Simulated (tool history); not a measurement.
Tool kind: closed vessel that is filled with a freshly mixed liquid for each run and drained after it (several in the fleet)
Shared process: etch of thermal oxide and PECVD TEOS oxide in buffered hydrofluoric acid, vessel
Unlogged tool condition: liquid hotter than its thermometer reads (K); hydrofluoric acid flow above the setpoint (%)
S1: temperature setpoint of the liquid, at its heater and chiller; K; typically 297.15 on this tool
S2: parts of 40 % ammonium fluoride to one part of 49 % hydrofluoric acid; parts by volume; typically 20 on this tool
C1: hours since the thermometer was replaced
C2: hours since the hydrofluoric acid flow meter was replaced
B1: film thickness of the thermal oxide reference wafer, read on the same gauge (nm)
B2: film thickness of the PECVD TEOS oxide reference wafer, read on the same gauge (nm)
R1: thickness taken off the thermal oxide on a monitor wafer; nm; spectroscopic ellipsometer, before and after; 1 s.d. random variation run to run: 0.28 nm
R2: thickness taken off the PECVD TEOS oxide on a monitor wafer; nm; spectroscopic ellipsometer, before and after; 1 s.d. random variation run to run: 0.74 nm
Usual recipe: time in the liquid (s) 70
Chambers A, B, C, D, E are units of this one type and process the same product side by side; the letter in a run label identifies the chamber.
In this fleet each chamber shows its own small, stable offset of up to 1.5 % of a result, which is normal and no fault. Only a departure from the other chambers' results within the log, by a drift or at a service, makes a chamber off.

run 1B hour=12 | S1=297.15 S2=20 time_in_the_liquid_(s)=70 | C1=535.7 C2=1921.9 | B1=110.02 B2=29.986 | R1=40.599 R2=87.076
run 2E hour=24.3 | S1=297.15 S2=20 time_in_the_liquid_(s)=70 | C1=2502.9 C2=331 | B1=110.02 B2=29.995 | R1=40.936 R2=87.963
run 3D hour=35.1 | S1=297.15 S2=20 time_in_the_liquid_(s)=70 | C1=2313.1 C2=767.3 | B1=109.99 B2=29.971 | R1=41.274 R2=87.676
run 4C hour=43.3 | S1=297.15 S2=20 time_in_the_liquid_(s)=70 | C1=487.2 C2=826.3 | B1=110 B2=29.982 | R1=40.436 R2=86.702
run 5A hour=51.2 | S1=297.15 S2=20 time_in_the_liquid_(s)=70 | C1=817.2 C2=887.1 | B1=110.01 B2=30.006 | R1=41.283 R2=86.927
run 6D hour=59.1 | S1=297.15 S2=20 time_in_the_liquid_(s)=70 | C1=2337.1 C2=791.3 | B1=110.02 B2=29.983 | R1=40.891 R2=87.443
run 7C hour=66.6 | S1=297.15 S2=20 time_in_the_liquid_(s)=70 | C1=510.5 C2=849.6 | B1=110.01 B2=30.035 | R1=40.235 R2=88.396
run 8B hour=78.1 | S1=297.15 S2=20 time_in_the_liquid_(s)=70 | C1=601.8 C2=1988 | B1=110.02 B2=30.024 | R1=40.555 R2=89.074
run 9A hour=87.8 | S1=299.15 S2=20 time_in_the_liquid_(s)=45 | C1=853.8 C2=923.7 | B1=110.03 B2=29.993 | R1=29.69 R2=60.413
run 10E hour=97.8 | S1=299.15 S2=20 time_in_the_liquid_(s)=45 | C1=2576.4 C2=404.5 | B1=110.01 B2=30.018 | R1=29.228 R2=63.265
run 11D hour=103.2 | S1=299.15 S2=20 time_in_the_liquid_(s)=45 | C1=2381.2 C2=835.4 | B1=109.98 B2=29.991 | R1=29.092 R2=62.227
run 12E hour=110.6 | S1=299.15 S2=20 time_in_the_liquid_(s)=45 | C1=2589.2 C2=417.3 | B1=110.01 B2=30.011 | R1=29.186 R2=63.035
run 13A hour=121 | S1=299.15 S2=20 time_in_the_liquid_(s)=45 | C1=887 C2=956.9 | B1=109.97 B2=29.992 | R1=29.357 R2=61.858
run 14C hour=127.3 | S1=297.15 S2=20 time_in_the_liquid_(s)=70 | C1=571.2 C2=910.3 | B1=110.02 B2=30.012 | R1=40.712 R2=87.046
run 15B hour=136.1 | S1=297.15 S2=20 time_in_the_liquid_(s)=70 | C1=659.8 C2=2046 | B1=110 B2=29.991 | R1=40.978 R2=87.757
run 16B hour=141.7 | S1=302.15 S2=20 time_in_the_liquid_(s)=70 | C1=665.4 C2=2051.6 | B1=110 B2=30.013 | R1=53.667 R2=113.44
run 17E hour=147.2 | S1=302.15 S2=20 time_in_the_liquid_(s)=70 | C1=2625.8 C2=453.9 | B1=110 B2=29.996 | R1=53.788 R2=115.6
run 18A hour=156.4 | S1=302.15 S2=20 time_in_the_liquid_(s)=70 | C1=922.4 C2=992.3 | B1=110.01 B2=29.986 | R1=54.618 R2=111.59
run 19C hour=164.6 | S1=302.15 S2=20 time_in_the_liquid_(s)=70 | C1=608.5 C2=947.6 | B1=109.98 B2=30.022 | R1=52.915 R2=115.07
run 20D hour=172.3 | S1=302.15 S2=20 time_in_the_liquid_(s)=70 | C1=2450.3 C2=904.5 | B1=110.01 B2=30.013 | R1=53.191 R2=113.43
-- hour=173.9 chamber B: hydrofluoric acid flow meter replaced
-- hour=174.2 chamber D: thermometer replaced
run 21E hour=178.8 | S1=297.15 S2=20 time_in_the_liquid_(s)=70 | C1=2657.4 C2=485.5 | B1=110.03 B2=30.014 | R1=41.085 R2=87.825
run 22D hour=190.9 | S1=297.15 S2=20 time_in_the_liquid_(s)=70 | C1=16.7 C2=923.1 | B1=109.99 B2=30.018 | R1=40.741 R2=87.52
-- hour=194.8 chamber A: hydrofluoric acid flow meter replaced
run 23A hour=196.3 | S1=297.15 S2=20 time_in_the_liquid_(s)=70 | C1=962.3 C2=1.6 | B1=110 B2=29.964 | R1=41.45 R2=86.804
run 24B hour=204.1 | S1=297.15 S2=20 time_in_the_liquid_(s)=70 | C1=727.8 C2=30.2 | B1=109.99 B2=30.017 | R1=40.141 R2=88.47
run 25C hour=211.3 | S1=297.15 S2=20 time_in_the_liquid_(s)=70 | C1=655.2 C2=994.3 | B1=110.03 B2=30 | R1=40.547 R2=88.006
run 26C hour=218.8 | S1=297.15 S2=20 time_in_the_liquid_(s)=70 | C1=662.7 C2=1001.8 | B1=109.99 B2=30.003 | R1=40.63 R2=87.345
run 27D hour=226.4 | S1=297.15 S2=20 time_in_the_liquid_(s)=70 | C1=52.2 C2=958.6 | B1=109.98 B2=29.98 | R1=40.763 R2=88.936
run 28B hour=234.3 | S1=297.15 S2=20 time_in_the_liquid_(s)=70 | C1=758 C2=60.4 | B1=109.99 B2=29.981 | R1=40.449 R2=87.5
run 29E hour=241.2 | S1=297.15 S2=20 time_in_the_liquid_(s)=70 | C1=2719.8 C2=547.9 | B1=110.01 B2=30.009 | R1=41.101 R2=87.75
run 30A hour=248.3 | S1=297.15 S2=20 time_in_the_liquid_(s)=70 | C1=1014.3 C2=53.6 | B1=109.98 B2=29.984 | R1=41.434 R2=85.97

Predict what each chamber gives when all 5 of them run the settings below next.
run 31A hour=257.2 | S1=297.15 S2=20 time_in_the_liquid_(s)=90 | R1=? R2=?
run 31B hour=257.2 | S1=297.15 S2=20 time_in_the_liquid_(s)=90 | R1=? R2=?
run 31C hour=257.2 | S1=297.15 S2=20 time_in_the_liquid_(s)=90 | R1=? R2=?
run 31D hour=257.2 | S1=297.15 S2=20 time_in_the_liquid_(s)=90 | R1=? R2=?
run 31E hour=257.2 | S1=297.15 S2=20 time_in_the_liquid_(s)=90 | R1=? R2=?

run=31A R1=52.724 R2=110.85
run=31B R1=52.049 R2=113.11
run=31C R1=52.201 R2=112.84
run=31D R1=52.531 R2=112.22
run=31E R1=51.89 R2=110.85

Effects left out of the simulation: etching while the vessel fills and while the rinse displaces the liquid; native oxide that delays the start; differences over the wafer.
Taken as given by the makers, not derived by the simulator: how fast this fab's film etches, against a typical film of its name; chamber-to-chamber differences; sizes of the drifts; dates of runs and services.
